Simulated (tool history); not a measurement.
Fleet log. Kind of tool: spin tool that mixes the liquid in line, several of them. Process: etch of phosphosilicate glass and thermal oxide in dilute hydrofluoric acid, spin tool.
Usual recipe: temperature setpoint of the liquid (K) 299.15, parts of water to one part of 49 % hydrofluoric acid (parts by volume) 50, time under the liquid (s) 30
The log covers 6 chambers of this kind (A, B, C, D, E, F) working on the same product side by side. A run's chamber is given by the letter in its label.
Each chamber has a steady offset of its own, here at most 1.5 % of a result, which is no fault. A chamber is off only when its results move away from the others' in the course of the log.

run   hour  temperature setpoint of the liquid (K)  parts of water to one part of 49 % hydrofluoric acid (parts by volume)  time under the liquid (s)  hours since the thermometer was replaced  hours since the hydrofluoric acid flow meter was replaced  read-back film thickness of the phosphosilicate glass reference wafer, read on the same gauge (nm)  read-back film thickness of the thermal oxide reference wafer, read on the same gauge (nm)  thickness taken off the phosphosilicate glass on a monitor wafer (angstrom)  thickness taken off the thermal oxide on a monitor wafer (angstrom)
 1E   11.3                                  299.15                                                                      50                         30                                     472.0                                                     1894.1                                                                                              149.99                                                                                      110.00                                                                       741.49                                                               34.713
 2F   21.2                                  299.15                                                                      50                         30                                     274.2                                                      718.2                                                                                              150.01                                                                                      110.03                                                                       753.15                                                               35.138
 3D   32.2                                  299.15                                                                      50                         30                                     834.8                                                      363.1                                                                                              149.98                                                                                      110.03                                                                       753.81                                                               35.325
 4C   45.2                                  299.15                                                                      50                         30                                     594.3                                                     1180.2                                                                                              150.01                                                                                      110.01                                                                       749.23                                                               35.213
 5B   59.8                                  297.15                                                                      50                         30                                     208.2                                                      490.0                                                                                              149.99                                                                                      110.01                                                                       684.76                                                               32.763
 6A   72.8                                  297.15                                                                      50                         30                                    1203.5                                                      277.6                                                                                              150.02                                                                                      110.02                                                                       682.91                                                               32.735
 7A   87.6                                  297.15                                                                      50                         30                                    1218.3                                                      292.4                                                                                              149.99                                                                                      110.01                                                                       687.04                                                               32.737
 8C   97.2                                  297.15                                                                      50                         30                                     646.3                                                     1232.2                                                                                              150.00                                                                                      109.98                                                                       690.46                                                               32.625
 9F  106.2                                  297.15                                                                      50                         30                                     359.2                                                      803.2                                                                                              150.02                                                                                      110.00                                                                       695.49                                                               32.163
10D  116.3                                  297.15                                                                      50                         30                                     918.9                                                      447.2                                                                                              150.03                                                                                      109.98                                                                       691.89                                                               32.235
11E  122.9                                  299.15                                                                      50                         30                                     583.6                                                     2005.7                                                                                              150.00                                                                                      109.98                                                                       751.63                                                               34.971
12B  129.9                                  299.15                                                                      50                         30                                     278.3                                                      560.1                                                                                              150.04                                                                                      110.03                                                                       745.56                                                               35.079
13F  141.9                                  299.15                                                                      50                         30                                     394.9                                                      838.9                                                                                              149.99                                                                                      109.99                                                                       759.12                                                               35.083
14C  151.2                                  299.15                                                                      50                         30                                     700.3                                                     1286.2                                                                                              150.03                                                                                      110.02                                                                       744.56                                                               35.555
15D  163.6                                  299.15                                                                      50                         30                                     966.2                                                      494.5                                                                                              149.96                                                                                      109.99                                                                       744.73                                                               35.127
16B  172.8                                  296.15                                                                      65                         30                                     321.2                                                      603.0                                                                                              149.99                                                                                      110.01                                                                       495.22                                                               23.685
17E  182.6                                  296.15                                                                      65                         30                                     643.3                                                     2065.4                                                                                              150.01                                                                                      109.99                                                                       494.04                                                               23.081
     184.6  -- chamber A: thermometer replaced
18A  192.7                                  296.15                                                                      65                         30                                       8.1                                                      397.5                                                                                              150.02                                                                                      109.98                                                                       496.22                                                               23.904
19B  199.5                                  296.15                                                                      65                         30                                     347.9                                                      629.7                                                                                              149.98                                                                                      110.04                                                                       495.00                                                               23.343
20A  209.1                                  296.15                                                                      65                         30                                      24.5                                                      413.9                                                                                              150.02                                                                                      110.00                                                                       496.20                                                               23.520
21F  218.0                                  296.15                                                                      65                         30                                     471.0                                                      915.0                                                                                              150.03                                                                                      109.99                                                                       508.38                                                               23.240
22E  229.5                                  299.15                                                                      50                         30                                     690.2                                                     2112.3                                                                                              150.02                                                                                      109.97                                                                       747.90                                                               34.726
23C  241.0                                  299.15                                                                      50                         30                                     790.1                                                     1376.0                                                                                              149.98                                                                                      109.99                                                                       748.41                                                               35.666
24D  250.8                                  299.15                                                                      50                         30                                    1053.4                                                      581.7                                                                                              150.05                                                                                      110.00                                                                       755.84                                                               35.261
25B  265.7                                  299.15                                                                      50                         30                                     414.1                                                      695.9                                                                                              150.00                                                                                      110.01                                                                       746.47                                                               35.011
26D  275.9                                  299.15                                                                      50                         30                                    1078.5                                                      606.8                                                                                              150.02                                                                                      110.03                                                                       748.87                                                               35.353
27E  283.4                                  299.15                                                                      70                         30                                     744.1                                                     2166.2                                                                                              149.99                                                                                      110.00                                                                       518.10                                                               24.200
     291.2  -- chamber B: hydrofluoric acid flow meter replaced
     293.6  -- chamber C: hydrofluoric acid flow meter replaced
28F  294.1                                  299.15                                                                      70                         30                                     547.1                                                      991.1                                                                                              149.96                                                                                      110.02                                                                       527.74                                                               24.418
29C  303.4                                  299.15                                                                      70                         30                                     852.5                                                        9.9                                                                                              150.00                                                                                      110.01                                                                       517.95                                                               24.780
30A  311.7                                  299.15                                                                      70                         30                                     127.1                                                      516.5                                                                                              150.03                                                                                      109.98                                                                       518.16                                                               24.585
31C  322.0                                  299.15                                                                      70                         30                                     871.1                                                       28.5                                                                                              149.97                                                                                      110.00                                                                       519.43                                                               24.332
32E  333.2                                  299.15                                                                      70                         30                                     793.9                                                     2216.0                                                                                              149.98                                                                                      109.99                                                                       518.60                                                               24.119
33D  347.1                                  294.65                                                                      50                         15                                    1149.7                                                      678.0                                                                                              150.01                                                                                      109.97                                                                       312.03                                                               14.706
34F  361.7                                  294.65                                                                      50                         15                                     614.7                                                     1058.7                                                                                              149.99                                                                                      110.00                                                                       314.97                                                               14.491
35B  371.1                                  294.65                                                                      50                         15                                     519.5                                                       79.9                                                                                              150.00                                                                                      110.01                                                                       310.89                                                               14.713
36A  381.7                                  294.65                                                                      50                         15                                     197.1                                                      586.5                                                                                              150.03                                                                                      109.99                                                                       308.99                                                               14.685
37F  392.4                                  294.65                                                                      50                         15                                     645.4                                                     1089.4                                                                                              150.04                                                                                      109.99                                                                       315.31                                                               14.552
38D  407.0                                  294.65                                                                      50                         15                                    1209.6                                                      737.9                                                                                              149.98                                                                                      110.02                                                                       311.45                                                               14.610
39A  415.6                                  299.15                                                                      50                         30                                     231.0                                                      620.4                                                                                              149.97                                                                                      109.96                                                                       749.21                                                               35.650
40E  424.6                                  299.15                                                                      50                         30                                     885.3                                                     2307.4                                                                                              150.00                                                                                      109.97                                                                       744.67                                                               34.809
41C  437.0                                  299.15                                                                      50                         30                                     986.1                                                      143.5                                                                                              150.00                                                                                      109.98                                                                       751.99                                                               35.258
42B  449.1                                  299.15                                                                      50                         30                                     597.5                                                      157.9                                                                                              149.99                                                                                      109.99                                                                       744.79                                                               35.066

The same settings go to every chamber for the next run, one line per chamber below. Forecast the results for each:
43A  459.8                                  299.15                                                                      40                         30                                                                                                                                                                                                                                                                                                                                                                                 ?                                                                    ?
43B  459.8                                  299.15                                                                      40                         30                                                                                                                                                                                                                                                                                                                                                                                 ?                                                                    ?
43C  459.8                                  299.15                                                                      40                         30                                                                                                                                                                                                                                                                                                                                                                                 ?                                                                    ?
43D  459.8                                  299.15                                                                      40                         30                                                                                                                                                                                                                                                                                                                                                                                 ?                                                                    ?
43E  459.8                                  299.15                                                                      40                         30                                                                                                                                                                                                                                                                                                                                                                                 ?                                                                    ?
43F  459.8                                  299.15                                                                      40                         30                                                                                                                                                                                                                                                                                                                                                                                 ?                                                                    ?

run  thickness taken off the phosphosilicate glass on a monitor wafer (angstrom)  thickness taken off the thermal oxide on a monitor wafer (angstrom)
43A                                                                       955.72                                                               45.536
43B                                                                       947.02                                                               45.100
43C                                                                       954.54                                                               44.733
43D                                                                       954.27                                                               44.745
43E                                                                       955.57                                                               44.436
43F                                                                       966.09                                                               44.841

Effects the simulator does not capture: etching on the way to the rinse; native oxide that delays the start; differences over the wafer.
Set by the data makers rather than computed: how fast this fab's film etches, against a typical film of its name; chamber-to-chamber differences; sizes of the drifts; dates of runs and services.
